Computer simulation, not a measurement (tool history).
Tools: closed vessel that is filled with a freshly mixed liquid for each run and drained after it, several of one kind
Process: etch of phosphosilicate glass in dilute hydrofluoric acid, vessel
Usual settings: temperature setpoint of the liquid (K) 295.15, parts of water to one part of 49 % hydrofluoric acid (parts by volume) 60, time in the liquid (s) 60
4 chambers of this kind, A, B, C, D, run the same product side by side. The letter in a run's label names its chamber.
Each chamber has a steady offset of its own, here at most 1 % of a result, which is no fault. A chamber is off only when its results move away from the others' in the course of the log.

run,hour,temperature setpoint of the liquid (K),parts of water to one part of 49 % hydrofluoric acid (parts by volume),time in the liquid (s),hours since the thermometer was replaced,hours since the hydrofluoric acid flow meter was replaced,"read-back film thickness of the phosphosilicate glass reference wafer, read on the same gauge (nm)",thickness taken off the phosphosilicate glass on a monitor wafer (angstrom)
# hour 4.7: chamber D: thermometer replaced
1B,5.2,295.15,60,60,480.2,167.7,49.985,874.28
2C,13,295.15,60,60,255.3,728,50.024,885.2
3A,16.6,295.15,60,60,1030.3,266.9,50.015,869.17
# hour 18.5: chamber D: hydrofluoric acid flow meter replaced
4D,20.1,295.15,60,60,15.5,1.7,50.035,872.23
5D,24,295.15,60,60,19.4,5.6,50.007,877.66
6B,29.4,295.15,60,60,504.4,191.9,49.974,876.78
7A,36.5,295.15,60,60,1050.2,286.8,50.005,874.41
8C,44.3,295.15,60,60,286.6,759.3,49.982,873.4
9A,50.9,295.15,60,60,1064.6,301.2,50.022,880.92
10B,56.7,295.15,60,60,531.7,219.2,49.985,880.81
11C,61,295.15,60,60,303.3,776,50.014,874.66
12D,65,295.15,60,60,60.4,46.6,49.991,873.75
13D,69.1,295.15,60,60,64.5,50.7,50.013,881.67
14B,75.7,295.15,60,60,550.7,238.2,50.007,873.2
15A,83.8,295.15,60,60,1097.5,334.1,49.998,873.77
16C,89,295.15,60,60,331.3,804,50.026,870.63
17C,96.6,291.15,60,60,338.9,811.6,50.024,738.09
18A,103.4,291.15,60,60,1117.1,353.7,50.033,736.15
19B,111,291.15,60,60,586,273.5,49.97,736.47
20D,116.3,291.15,60,60,111.7,97.9,50.001,747.66
21D,122.4,295.15,60,60,117.8,104,50.033,885.92
22B,130.3,295.15,60,60,605.3,292.8,49.998,877.29
23A,137.3,295.15,60,60,1151,387.6,49.989,872.24
24C,143.2,295.15,60,60,385.5,858.2,50.013,876.58
25D,148.1,295.15,60,60,143.5,129.7,50.014,867.97

Is one chamber off against the others, does the gauge drift, or is nothing wrong? If a chamber is off, say which, and what the likeliest cause is.

No chamber stands off beyond its own small offset, and the gauge holds steady.
